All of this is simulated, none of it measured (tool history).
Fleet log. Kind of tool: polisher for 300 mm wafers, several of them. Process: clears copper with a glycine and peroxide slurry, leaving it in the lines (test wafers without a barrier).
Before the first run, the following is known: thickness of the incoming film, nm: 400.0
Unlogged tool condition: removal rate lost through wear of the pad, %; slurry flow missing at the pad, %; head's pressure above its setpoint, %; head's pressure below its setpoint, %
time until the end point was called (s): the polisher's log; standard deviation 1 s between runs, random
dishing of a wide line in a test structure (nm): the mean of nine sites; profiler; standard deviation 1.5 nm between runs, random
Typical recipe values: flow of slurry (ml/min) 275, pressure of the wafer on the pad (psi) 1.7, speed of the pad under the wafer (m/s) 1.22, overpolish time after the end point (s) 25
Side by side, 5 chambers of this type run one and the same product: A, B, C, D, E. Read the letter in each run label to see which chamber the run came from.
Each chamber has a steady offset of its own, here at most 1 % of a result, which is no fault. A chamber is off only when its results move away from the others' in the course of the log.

run,hour,flow of slurry (ml/min),pressure of the wafer on the pad (psi),speed of the pad under the wafer (m/s),overpolish time after the end point (s),wafers polished on this pad,hours since the slurry nozzle was cleaned,hours since the head pressure was calibrated,time until the end point was called (s),dishing of a wide line in a test structure (nm)
1D,12.9,275,1.7,1.22,25,317,145,423.1,79.546,68.109
# hour 21.4: chamber E: slurry nozzle cleaned
2E,26.6,275,1.7,1.22,25,375,5.3,427.5,79.068,65.137
3C,39.8,275,1.7,1.22,25,287,169.3,205.4,80.112,68.053
4A,51.6,275,1.7,1.22,25,531,89.3,83.1,81.499,64.863
# hour 61.4: chamber D: slurry nozzle cleaned
5B,61.7,275,1.7,1.22,25,586,88.6,330.8,81.772,63.564
# hour 62: chamber D: head pressure recalibrated
6C,70.5,275,1.7,1.22,25,467,200,236.1,80.408,64.344
# hour 71.9: chamber A: worn pad replaced by a new one
7B,76.9,275,1.7,1.22,25,675,103.8,346,81.233,63.232
# hour 81.9: chamber C: slurry nozzle cleaned
8A,88.4,275,1.7,1.22,25,97,126.1,119.9,81.982,66.517
# hour 97.8: chamber C: worn pad replaced by a new one
9E,99.9,275,1.7,1.22,25,804,78.6,500.8,80.459,62.213
10D,107.1,275,1.7,1.22,20,868,45.7,45.1,81.85,51.957
11A,117.8,275,1.7,1.22,20,269,155.5,149.3,81.915,56.552
12D,126.1,275,1.7,1.22,20,980,64.7,64.1,81.655,54.96
13E,132.4,275,1.7,1.22,20,994,111.1,533.3,81.325,56.571
# hour 143: chamber E: worn pad replaced by a new one
14C,146.3,275,1.7,1.22,20,284,64.4,311.9,78.901,55.484
# hour 149.8: chamber C: head pressure recalibrated
15B,156.2,275,1.7,1.22,25,1139,183.1,425.3,81.499,66.883
# hour 164: chamber B: worn pad replaced by a new one
# hour 164.1: chamber A: worn pad replaced by a new one
16C,164.9,275,1.7,1.22,25,392,83,15.1,79.54,66.105
17E,175.5,275,1.7,1.22,25,190,154.2,576.4,80.849,64.816
18D,186.8,275,1.7,1.22,25,1335,125.4,124.8,84.159,63.475
19B,194.3,275,1.7,1.22,25,177,221.2,463.4,80.032,61.845
20A,203.4,275,1.7,1.22,11,229,241.1,234.9,80.13,34.755
# hour 205.2: chamber C: worn pad replaced by a new one
21D,217.6,275,1.7,1.22,11,1515,156.2,155.6,85.665,33.148
22C,224.7,275,1.7,1.22,11,114,142.8,74.9,82.683,36.072
23E,231.1,275,1.7,1.22,11,515,209.8,632,80.958,35.123
# hour 235.2: chamber E: slurry nozzle cleaned
24B,238.6,275,1.7,1.22,11,436,265.5,507.7,80.568,35.756
25A,245.6,275,1.7,1.22,25,476,283.3,277.1,81.358,64.035
# hour 252.1: chamber A: worn pad replaced by a new one
26A,253,275,1.7,1.22,25,5,290.7,284.5,82.118,62.15
27C,266,275,1.7,1.22,25,356,184.1,116.2,81.512,66.273
# hour 267.6: chamber D: slurry nozzle cleaned
28B,278.4,275,1.7,1.22,25,669,305.3,547.5,81.705,63.611
29E,289.8,275,1.7,1.22,25,858,54.7,690.7,80.543,64.218
30D,298.5,275,1.7,1.22,25,1988,31,236.5,88.083,60.89

Decide between three cases: one chamber stands off from its peers, the gauge reading all wafers drifts, or nothing is wrong past each chamber's small offset. Where a chamber is off, say which and what most likely put it there.

One chamber, D, drifts off from the rest bit by bit.
What lies behind it: removal rate lost through wear of the pad, % = 9.92.
With only this log, it may be confused with: head's pressure below its setpoint, %.

Which of the 4 candidates below, each the usual settings with something changed and its results left as question marks, puts chamber D back in line with what the other chambers give on the usual settings?
To be in line, a result may differ from the other chambers' mean on the usual settings by at most: time until the end point was called (s) 3.6; dishing of a wide line in a test structure (nm) 5.1
31D-1,308.9,275,1.7,1.24,25,,,,?,?
31D-2,308.9,275,1.7,1.2,25,,,,?,?
31D-3,308.9,275,1.8,1.3,25,,,,?,?
31D-4,308.9,275,1.6,1.14,25,,,,?,?

Average result of the remaining chambers running the usual settings: time until the end point was called (s) 80.897; dishing of a wide line in a test structure (nm) 64.674
run,time until the end point was called (s),dishing of a wide line in a test structure (nm)
31D-1,88.585,61.433
31D-2,90.839,60.574
31D-3,81.652,64.684
31D-4,98.86,57.287
31D-3 puts the chamber back in line with the other chambers.
